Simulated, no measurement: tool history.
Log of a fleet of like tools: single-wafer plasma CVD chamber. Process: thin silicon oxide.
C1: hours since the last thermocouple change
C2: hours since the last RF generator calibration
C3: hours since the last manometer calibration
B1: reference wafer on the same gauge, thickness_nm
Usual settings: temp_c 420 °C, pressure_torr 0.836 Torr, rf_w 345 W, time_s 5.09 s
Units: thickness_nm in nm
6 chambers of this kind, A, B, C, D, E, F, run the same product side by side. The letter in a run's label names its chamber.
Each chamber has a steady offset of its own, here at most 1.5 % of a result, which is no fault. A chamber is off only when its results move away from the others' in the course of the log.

-- hour=3.6 chamber C: RF generator calibrated
run 1E hour=6.4 | temp_c=420 pressure_torr=0.836 rf_w=345 time_s=5.09 | C1=1109.6 C2=278.1 C3=43.8 | B1=10.901 | thickness_nm=10.198
run 2B hour=15.8 | temp_c=420 pressure_torr=0.836 rf_w=345 time_s=5.09 | C1=1056.4 C2=2012.5 C3=822.4 | B1=10.903 | thickness_nm=10.227
run 3A hour=26.7 | temp_c=420 pressure_torr=0.836 rf_w=345 time_s=5.09 | C1=2176.6 C2=857.4 C3=782.7 | B1=10.907 | thickness_nm=10.182
run 4F hour=35.4 | temp_c=420 pressure_torr=0.836 rf_w=345 time_s=5.09 | C1=1641.6 C2=861.8 C3=489 | B1=10.909 | thickness_nm=10.1
run 5D hour=42.3 | temp_c=420 pressure_torr=0.836 rf_w=345 time_s=5.09 | C1=1025.9 C2=299.4 C3=431.3 | B1=10.908 | thickness_nm=10.137
run 6C hour=48.1 | temp_c=420 pressure_torr=0.836 rf_w=345 time_s=5.09 | C1=805.2 C2=44.5 C3=420.8 | B1=10.915 | thickness_nm=10.076
run 7A hour=57.1 | temp_c=410 pressure_torr=0.836 rf_w=290 time_s=5.09 | C1=2207 C2=887.8 C3=813.1 | B1=10.909 | thickness_nm=9.5475
run 8C hour=62.5 | temp_c=410 pressure_torr=0.836 rf_w=290 time_s=5.09 | C1=819.6 C2=58.9 C3=435.2 | B1=10.914 | thickness_nm=9.4643
run 9E hour=69.8 | temp_c=410 pressure_torr=0.836 rf_w=290 time_s=5.09 | C1=1173 C2=341.5 C3=107.2 | B1=10.921 | thickness_nm=9.5821
run 10B hour=78.1 | temp_c=410 pressure_torr=0.836 rf_w=290 time_s=5.09 | C1=1118.7 C2=2074.8 C3=884.7 | B1=10.92 | thickness_nm=9.6322
run 11D hour=84.8 | temp_c=410 pressure_torr=0.836 rf_w=290 time_s=5.09 | C1=1068.4 C2=341.9 C3=473.8 | B1=10.925 | thickness_nm=9.5009
run 12F hour=89.6 | temp_c=410 pressure_torr=0.836 rf_w=290 time_s=5.09 | C1=1695.8 C2=916 C3=543.2 | B1=10.921 | thickness_nm=9.4959
run 13E hour=96.8 | temp_c=420 pressure_torr=0.836 rf_w=345 time_s=5.09 | C1=1200 C2=368.5 C3=134.2 | B1=10.92 | thickness_nm=10.275
-- hour=104.7 chamber D: thermocouple changed; heater temperature recalibrated
run 14A hour=106.8 | temp_c=420 pressure_torr=0.836 rf_w=345 time_s=5.09 | C1=2256.7 C2=937.5 C3=862.8 | B1=10.921 | thickness_nm=10.194
run 15D hour=115.7 | temp_c=420 pressure_torr=0.836 rf_w=345 time_s=5.09 | C1=11 C2=372.8 C3=504.7 | B1=10.927 | thickness_nm=10.109
run 16C hour=122.6 | temp_c=420 pressure_torr=0.836 rf_w=345 time_s=5.09 | C1=879.7 C2=119 C3=495.3 | B1=10.933 | thickness_nm=10.11
run 17F hour=129.4 | temp_c=420 pressure_torr=0.91 rf_w=345 time_s=4.74 | C1=1735.6 C2=955.8 C3=583 | B1=10.933 | thickness_nm=10.166
run 18B hour=137.5 | temp_c=420 pressure_torr=0.91 rf_w=345 time_s=4.74 | C1=1178.1 C2=2134.2 C3=944.1 | B1=10.935 | thickness_nm=10.264
run 19A hour=145.1 | temp_c=420 pressure_torr=0.91 rf_w=345 time_s=4.74 | C1=2295 C2=975.8 C3=901.1 | B1=10.936 | thickness_nm=10.206
run 20E hour=152.9 | temp_c=420 pressure_torr=0.91 rf_w=345 time_s=4.74 | C1=1256.1 C2=424.6 C3=190.3 | B1=10.937 | thickness_nm=10.313
-- hour=160.7 chamber B: RF generator calibrated
run 21D hour=163.2 | temp_c=420 pressure_torr=0.91 rf_w=345 time_s=4.74 | C1=58.5 C2=420.3 C3=552.2 | B1=10.94 | thickness_nm=10.143
run 22F hour=168.8 | temp_c=420 pressure_torr=0.91 rf_w=345 time_s=4.74 | C1=1775 C2=995.2 C3=622.4 | B1=10.938 | thickness_nm=10.155
-- hour=173.2 chamber A: RF generator calibrated
run 23C hour=175.6 | temp_c=420 pressure_torr=0.836 rf_w=345 time_s=5.09 | C1=932.7 C2=172 C3=548.3 | B1=10.944 | thickness_nm=10.13
run 24B hour=186.4 | temp_c=420 pressure_torr=0.836 rf_w=345 time_s=5.09 | C1=1227 C2=25.8 C3=993 | B1=10.943 | thickness_nm=10.266
run 25D hour=197.3 | temp_c=420 pressure_torr=0.836 rf_w=345 time_s=5.09 | C1=92.6 C2=454.4 C3=586.3 | B1=10.951 | thickness_nm=10.139
run 26C hour=206.1 | temp_c=420 pressure_torr=0.965 rf_w=345 time_s=5.09 | C1=963.2 C2=202.5 C3=578.8 | B1=10.946 | thickness_nm=11.403
run 27A hour=212.8 | temp_c=420 pressure_torr=0.965 rf_w=345 time_s=5.09 | C1=2362.7 C2=39.6 C3=968.8 | B1=10.955 | thickness_nm=11.558
run 28E hour=219.6 | temp_c=420 pressure_torr=0.965 rf_w=345 time_s=5.09 | C1=1322.8 C2=491.3 C3=257 | B1=10.951 | thickness_nm=11.614
run 29B hour=226.1 | temp_c=420 pressure_torr=0.965 rf_w=345 time_s=5.09 | C1=1266.7 C2=65.5 C3=1032.7 | B1=10.953 | thickness_nm=11.573
run 30F hour=235.6 | temp_c=420 pressure_torr=0.965 rf_w=345 time_s=5.09 | C1=1841.8 C2=1062 C3=689.2 | B1=10.958 | thickness_nm=11.514
run 31C hour=246.3 | temp_c=420 pressure_torr=0.965 rf_w=345 time_s=5.09 | C1=1003.4 C2=242.7 C3=619 | B1=10.957 | thickness_nm=11.388
run 32E hour=253.3 | temp_c=420 pressure_torr=0.836 rf_w=345 time_s=5.09 | C1=1356.5 C2=525 C3=290.7 | B1=10.961 | thickness_nm=10.277
run 33D hour=261.7 | temp_c=420 pressure_torr=0.836 rf_w=345 time_s=5.09 | C1=157 C2=518.8 C3=650.7 | B1=10.959 | thickness_nm=10.165
run 34A hour=271.5 | temp_c=420 pressure_torr=0.836 rf_w=345 time_s=5.09 | C1=2421.4 C2=98.3 C3=1027.5 | B1=10.967 | thickness_nm=10.243
run 35F hour=277.1 | temp_c=420 pressure_torr=0.836 rf_w=345 time_s=5.09 | C1=1883.3 C2=1103.5 C3=730.7 | B1=10.965 | thickness_nm=10.161
-- hour=277.5 chamber B: thermocouple changed; heater temperature recalibrated
run 36B hour=282.7 | temp_c=420 pressure_torr=0.836 rf_w=345 time_s=5.09 | C1=5.2 C2=122.1 C3=1089.3 | B1=10.963 | thickness_nm=10.287
run 37D hour=292 | temp_c=420 pressure_torr=0.836 rf_w=345 time_s=5.09 | C1=187.3 C2=549.1 C3=681 | B1=10.974 | thickness_nm=10.157
run 38C hour=297.1 | temp_c=420 pressure_torr=0.836 rf_w=345 time_s=5.09 | C1=1054.2 C2=293.5 C3=669.8 | B1=10.972 | thickness_nm=10.124
run 39E hour=305.7 | temp_c=420 pressure_torr=0.836 rf_w=345 time_s=5.09 | C1=1408.9 C2=577.4 C3=343.1 | B1=10.971 | thickness_nm=10.288
run 40A hour=311.4 | temp_c=420 pressure_torr=0.836 rf_w=345 time_s=5.09 | C1=2461.3 C2=138.2 C3=1067.4 | B1=10.975 | thickness_nm=10.195

Next, every chamber runs the same settings. What will each give?
run 41A hour=319.4 | temp_c=420 pressure_torr=0.836 rf_w=345 time_s=5.09 | thickness_nm=?
run 41B hour=319.4 | temp_c=420 pressure_torr=0.836 rf_w=345 time_s=5.09 | thickness_nm=?
run 41C hour=319.4 | temp_c=420 pressure_torr=0.836 rf_w=345 time_s=5.09 | thickness_nm=?
run 41D hour=319.4 | temp_c=420 pressure_torr=0.836 rf_w=345 time_s=5.09 | thickness_nm=?
run 41E hour=319.4 | temp_c=420 pressure_torr=0.836 rf_w=345 time_s=5.09 | thickness_nm=?
run 41F hour=319.4 | temp_c=420 pressure_torr=0.836 rf_w=345 time_s=5.09 | thickness_nm=?

run=41A thickness_nm=10.258
run=41B thickness_nm=10.286
run=41C thickness_nm=10.157
run=41D thickness_nm=10.156
run=41E thickness_nm=10.295
run=41F thickness_nm=10.179
